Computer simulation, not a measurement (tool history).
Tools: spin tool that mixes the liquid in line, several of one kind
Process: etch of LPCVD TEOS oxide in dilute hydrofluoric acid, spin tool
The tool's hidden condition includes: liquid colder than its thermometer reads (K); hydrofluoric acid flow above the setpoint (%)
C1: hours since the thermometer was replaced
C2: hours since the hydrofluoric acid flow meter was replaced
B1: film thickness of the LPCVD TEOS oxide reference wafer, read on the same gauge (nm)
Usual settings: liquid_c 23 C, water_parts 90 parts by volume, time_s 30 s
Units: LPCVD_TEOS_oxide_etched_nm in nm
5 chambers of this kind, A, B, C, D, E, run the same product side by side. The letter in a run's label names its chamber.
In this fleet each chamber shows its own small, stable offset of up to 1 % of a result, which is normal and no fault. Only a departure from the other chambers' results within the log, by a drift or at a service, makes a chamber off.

Run 1C, hour 13.8: usual settings; C1 910.8; C2 279.9; B1 109.96. Result: LPCVD_TEOS_oxide_etched_nm 10.246 nm.
Run 2B, hour 26.8: usual settings; C1 1807.9; C2 2050.8; B1 109.97. Result: LPCVD_TEOS_oxide_etched_nm 10.263 nm.
Run 3A, hour 33.4: usual settings; C1 1213.7; C2 859.5; B1 110. Result: LPCVD_TEOS_oxide_etched_nm 10.112 nm.
Run 4E, hour 45.9: usual settings; C1 928; C2 731.3; B1 110.02. Result: LPCVD_TEOS_oxide_etched_nm 10.032 nm.
Run 5D, hour 59.2: usual settings; C1 2004.3; C2 638; B1 110.01. Result: LPCVD_TEOS_oxide_etched_nm 10.209 nm.
At hour 62.3: chamber D: hydrofluoric acid flow meter replaced.
Run 6B, hour 71: usual settings; C1 1852.1; C2 2095; B1 109.96. Result: LPCVD_TEOS_oxide_etched_nm 10.335 nm.
Run 7A, hour 84.8: usual settings; C1 1265.1; C2 910.9; B1 109.98. Result: LPCVD_TEOS_oxide_etched_nm 10.073 nm.
Run 8D, hour 97.2: usual settings; C1 2042.3; C2 35; B1 110.01. Result: LPCVD_TEOS_oxide_etched_nm 10.139 nm.
Run 9C, hour 110.5: usual settings; C1 1007.5; C2 376.6; B1 109.99. Result: LPCVD_TEOS_oxide_etched_nm 10.118 nm.
At hour 120.7: chamber B: hydrofluoric acid flow meter replaced.
Run 10E, hour 121.7: usual settings; C1 1003.8; C2 807.1; B1 110.02. Result: LPCVD_TEOS_oxide_etched_nm 9.8979 nm.
Run 11A, hour 129: usual settings; C1 1309.3; C2 955.1; B1 109.97. Result: LPCVD_TEOS_oxide_etched_nm 10.037 nm.
Run 12D, hour 139.8: usual settings; C1 2084.9; C2 77.6; B1 110.07. Result: LPCVD_TEOS_oxide_etched_nm 10.288 nm.
At hour 142.8: chamber A: thermometer replaced.
Run 13E, hour 150.7: usual settings; C1 1032.8; C2 836.1; B1 110. Result: LPCVD_TEOS_oxide_etched_nm 10.191 nm.
Run 14B, hour 160.9: usual settings; C1 1942; C2 40.3; B1 110.02. Result: LPCVD_TEOS_oxide_etched_nm 10.188 nm.
Run 15C, hour 172.8: usual settings; C1 1069.8; C2 438.9; B1 110.03. Result: LPCVD_TEOS_oxide_etched_nm 10.167 nm.
Run 16E, hour 185: usual settings; C1 1067.1; C2 870.4; B1 109.99. Result: LPCVD_TEOS_oxide_etched_nm 10.015 nm.
Run 17A, hour 198.7: usual settings; C1 56; C2 1024.8; B1 109.98. Result: LPCVD_TEOS_oxide_etched_nm 10.16 nm.
Run 18D, hour 209.9: usual settings; C1 2155; C2 147.7; B1 109.99. Result: LPCVD_TEOS_oxide_etched_nm 10.15 nm.
Run 19B, hour 218.2: usual settings; C1 1999.3; C2 97.6; B1 109.98. Result: LPCVD_TEOS_oxide_etched_nm 10.149 nm.
Run 20C, hour 228.9: usual settings; C1 1125.9; C2 495; B1 109.98. Result: LPCVD_TEOS_oxide_etched_nm 9.9247 nm.
Run 21E, hour 240.8: usual settings; C1 1122.9; C2 926.2; B1 110. Result: LPCVD_TEOS_oxide_etched_nm 10.184 nm.
Run 22C, hour 248.2: usual settings; C1 1145.2; C2 514.3; B1 109.99. Result: LPCVD_TEOS_oxide_etched_nm 10.05 nm.
Run 23D, hour 262: usual settings; C1 2207.1; C2 199.8; B1 110.02. Result: LPCVD_TEOS_oxide_etched_nm 10.111 nm.
Run 24B, hour 274.4: usual settings but liquid_c 18.5 C, time_s 20 s; C1 2055.5; C2 153.8; B1 109.95. Result: LPCVD_TEOS_oxide_etched_nm 5.6574 nm.
Run 25A, hour 288.4: usual settings but liquid_c 18.5 C, time_s 20 s; C1 145.7; C2 1114.5; B1 109.99. Result: LPCVD_TEOS_oxide_etched_nm 5.5666 nm.
Run 26B, hour 297: usual settings but liquid_c 18.5 C, time_s 20 s; C1 2078.1; C2 176.4; B1 110.04. Result: LPCVD_TEOS_oxide_etched_nm 5.5882 nm.
At hour 304.3: chamber C: hydrofluoric acid flow meter replaced.
Run 27C, hour 305.2: usual settings but liquid_c 18.5 C, time_s 20 s; C1 1202.2; C2 0.9; B1 110.01. Result: LPCVD_TEOS_oxide_etched_nm 5.3228 nm.
Run 28E, hour 314.1: usual settings but liquid_c 18.5 C, time_s 20 s; C1 1196.2; C2 999.5; B1 109.99. Result: LPCVD_TEOS_oxide_etched_nm 5.5838 nm.
Run 29A, hour 323.4: usual settings; C1 180.7; C2 1149.5; B1 109.96. Result: LPCVD_TEOS_oxide_etched_nm 10.221 nm.
Run 30D, hour 332.4: usual settings; C1 2277.5; C2 270.2; B1 109.99. Result: LPCVD_TEOS_oxide_etched_nm 10.257 nm.
Run 31E, hour 344.5: usual settings but liquid_c 27 C, water_parts 60 parts by volume; C1 1226.6; C2 1029.9; B1 110. Result: LPCVD_TEOS_oxide_etched_nm 18.514 nm.
Run 32D, hour 354.6: usual settings but liquid_c 27 C, water_parts 60 parts by volume; C1 2299.7; C2 292.4; B1 110.02. Result: LPCVD_TEOS_oxide_etched_nm 18.728 nm.
Run 33C, hour 361.7: usual settings but liquid_c 27 C, water_parts 60 parts by volume; C1 1258.7; C2 57.4; B1 110.01. Result: LPCVD_TEOS_oxide_etched_nm 17.387 nm.

Does one chamber stand apart from the rest, does the shared gauge drift, or is all well apart from small per-chamber offsets? Give the chamber and the most likely cause, where there is one.

One chamber, C, drifts off from the rest bit by bit.
Likeliest cause: liquid colder than its thermometer reads (K) = 1.7.

Chamber C could run next with any of the 4 candidate recipes listed below; each alters the usual settings, and their results appear as question marks. Which one brings its results back in line with what the other chambers deliver on the usual settings?
In line means no further than this from the other chambers' mean on the usual settings: LPCVD_TEOS_oxide_etched_nm 0.25 nm
Run 34C-1, hour 371.8: usual settings but liquid_c 23.5 C. Result: LPCVD_TEOS_oxide_etched_nm ?.
Run 34C-2, hour 371.8: usual settings but water_parts 95 parts by volume. Result: LPCVD_TEOS_oxide_etched_nm ?.
Run 34C-3, hour 371.8: usual settings but water_parts 85 parts by volume. Result: LPCVD_TEOS_oxide_etched_nm ?.
Run 34C-4, hour 371.8: usual settings but liquid_c 22.5 C. Result: LPCVD_TEOS_oxide_etched_nm ?.

Mean of the other chambers on the usual settings: LPCVD_TEOS_oxide_etched_nm 10.151 nm
  run  LPCVD_TEOS_oxide_etched_nm
34C-1                      9.6805
34C-2                      8.9339
34C-3                      10.109
34C-4                      9.3004
34C-3 brings the chamber back in line.

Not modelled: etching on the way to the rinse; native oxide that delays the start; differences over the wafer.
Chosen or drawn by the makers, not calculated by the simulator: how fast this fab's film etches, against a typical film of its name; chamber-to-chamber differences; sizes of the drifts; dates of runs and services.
